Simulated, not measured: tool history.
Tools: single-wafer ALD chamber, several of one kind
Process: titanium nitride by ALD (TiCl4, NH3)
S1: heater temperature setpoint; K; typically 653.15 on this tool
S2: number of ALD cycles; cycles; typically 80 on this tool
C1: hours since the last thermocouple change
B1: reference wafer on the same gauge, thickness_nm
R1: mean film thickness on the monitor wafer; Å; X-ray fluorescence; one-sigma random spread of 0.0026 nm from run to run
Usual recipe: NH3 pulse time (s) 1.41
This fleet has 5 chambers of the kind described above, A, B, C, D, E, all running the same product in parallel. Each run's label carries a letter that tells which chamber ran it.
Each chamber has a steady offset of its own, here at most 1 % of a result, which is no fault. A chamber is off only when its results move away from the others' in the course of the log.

run 1B hour=9.1 | S1=653.15 S2=80 NH3_pulse_time_(s)=1.41 | C1=892.2 | B1=1.9602 | R1=16.964
run 2A hour=18 | S1=653.15 S2=80 NH3_pulse_time_(s)=1.41 | C1=591.2 | B1=1.9615 | R1=16.946
run 3E hour=24 | S1=653.15 S2=80 NH3_pulse_time_(s)=1.41 | C1=190.7 | B1=1.9612 | R1=17.015
run 4D hour=33.3 | S1=653.15 S2=80 NH3_pulse_time_(s)=1.41 | C1=475.6 | B1=1.9607 | R1=16.842
run 5C hour=42 | S1=653.15 S2=80 NH3_pulse_time_(s)=1.41 | C1=495 | B1=1.9617 | R1=16.839
run 6D hour=52.6 | S1=644.15 S2=70 NH3_pulse_time_(s)=1.41 | C1=494.9 | B1=1.9621 | R1=14.524
run 7C hour=61 | S1=644.15 S2=70 NH3_pulse_time_(s)=1.41 | C1=514 | B1=1.962 | R1=14.48
run 8E hour=69.6 | S1=644.15 S2=70 NH3_pulse_time_(s)=1.41 | C1=236.3 | B1=1.9631 | R1=14.682
run 9B hour=77.6 | S1=644.15 S2=70 NH3_pulse_time_(s)=1.41 | C1=960.7 | B1=1.9626 | R1=14.626
run 10A hour=83.9 | S1=644.15 S2=70 NH3_pulse_time_(s)=1.41 | C1=657.1 | B1=1.9629 | R1=14.66
run 11E hour=92 | S1=653.15 S2=80 NH3_pulse_time_(s)=1.41 | C1=258.7 | B1=1.9632 | R1=17.029
run 12D hour=97 | S1=653.15 S2=80 NH3_pulse_time_(s)=1.41 | C1=539.3 | B1=1.9638 | R1=16.82
run 13A hour=103.9 | S1=653.15 S2=80 NH3_pulse_time_(s)=1.41 | C1=677.1 | B1=1.9644 | R1=16.952
run 14B hour=109 | S1=653.15 S2=80 NH3_pulse_time_(s)=1.41 | C1=992.1 | B1=1.9633 | R1=16.933
run 15C hour=117.1 | S1=653.15 S2=80 NH3_pulse_time_(s)=1.41 | C1=570.1 | B1=1.965 | R1=16.865
run 16A hour=125.9 | S1=653.15 S2=80 NH3_pulse_time_(s)=1.41 | C1=699.1 | B1=1.9652 | R1=16.98
run 17D hour=131.3 | S1=653.15 S2=80 NH3_pulse_time_(s)=1.41 | C1=573.6 | B1=1.9651 | R1=16.854
run 18C hour=137.8 | S1=653.15 S2=80 NH3_pulse_time_(s)=1.41 | C1=590.8 | B1=1.9652 | R1=16.888
run 19E hour=146 | S1=653.15 S2=80 NH3_pulse_time_(s)=1.41 | C1=312.7 | B1=1.9657 | R1=17.002
run 20B hour=151.1 | S1=653.15 S2=80 NH3_pulse_time_(s)=1.41 | C1=1034.2 | B1=1.9653 | R1=16.988
run 21C hour=161.6 | S1=653.15 S2=80 NH3_pulse_time_(s)=1.41 | C1=614.6 | B1=1.9657 | R1=16.886
run 22D hour=172.1 | S1=653.15 S2=80 NH3_pulse_time_(s)=1.41 | C1=614.4 | B1=1.967 | R1=16.868
run 23B hour=180 | S1=653.15 S2=80 NH3_pulse_time_(s)=1.41 | C1=1063.1 | B1=1.967 | R1=17.006
run 24E hour=184.9 | S1=653.15 S2=69 NH3_pulse_time_(s)=1.41 | C1=351.6 | B1=1.9667 | R1=14.713
run 25A hour=190.7 | S1=653.15 S2=69 NH3_pulse_time_(s)=1.41 | C1=763.9 | B1=1.9679 | R1=14.656
run 26E hour=199.6 | S1=653.15 S2=69 NH3_pulse_time_(s)=1.41 | C1=366.3 | B1=1.967 | R1=14.737
run 27C hour=209 | S1=653.15 S2=69 NH3_pulse_time_(s)=1.41 | C1=662 | B1=1.9686 | R1=14.558
run 28A hour=217.6 | S1=653.15 S2=69 NH3_pulse_time_(s)=1.41 | C1=790.8 | B1=1.9686 | R1=14.712
run 29D hour=223.3 | S1=653.15 S2=80 NH3_pulse_time_(s)=1.41 | C1=665.6 | B1=1.9678 | R1=16.899
run 30B hour=229.7 | S1=653.15 S2=80 NH3_pulse_time_(s)=1.41 | C1=1112.8 | B1=1.9684 | R1=17.004
run 31A hour=239.5 | S1=653.15 S2=80 NH3_pulse_time_(s)=1.41 | C1=812.7 | B1=1.9693 | R1=17.037
run 32C hour=244.9 | S1=653.15 S2=80 NH3_pulse_time_(s)=1.41 | C1=697.9 | B1=1.9694 | R1=16.899
run 33D hour=252.7 | S1=653.15 S2=80 NH3_pulse_time_(s)=1.41 | C1=695 | B1=1.9694 | R1=16.912
run 34B hour=260.4 | S1=653.15 S2=80 NH3_pulse_time_(s)=1.41 | C1=1143.5 | B1=1.9699 | R1=16.991
run 35E hour=265.2 | S1=653.15 S2=80 NH3_pulse_time_(s)=1.41 | C1=431.9 | B1=1.9699 | R1=17.039
run 36C hour=271.5 | S1=653.15 S2=80 NH3_pulse_time_(s)=1.41 | C1=724.5 | B1=1.97 | R1=16.929
run 37A hour=280.8 | S1=653.15 S2=80 NH3_pulse_time_(s)=1.41 | C1=854 | B1=1.9702 | R1=17.089
run 38E hour=290.6 | S1=653.15 S2=80 NH3_pulse_time_(s)=1.41 | C1=457.3 | B1=1.9704 | R1=17.092
run 39B hour=300.1 | S1=653.15 S2=95 NH3_pulse_time_(s)=1.41 | C1=1183.2 | B1=1.9726 | R1=20.205
run 40D hour=308.8 | S1=653.15 S2=95 NH3_pulse_time_(s)=1.41 | C1=751.1 | B1=1.9712 | R1=20.148

Is one chamber off against the others, does the gauge drift, or is nothing wrong? If a chamber is off, say which, and what the likeliest cause is.

The gauge drifts, so all chambers seem to drift together. No chamber is off.
What lies behind it: gauge reads high (%) = 0.621.

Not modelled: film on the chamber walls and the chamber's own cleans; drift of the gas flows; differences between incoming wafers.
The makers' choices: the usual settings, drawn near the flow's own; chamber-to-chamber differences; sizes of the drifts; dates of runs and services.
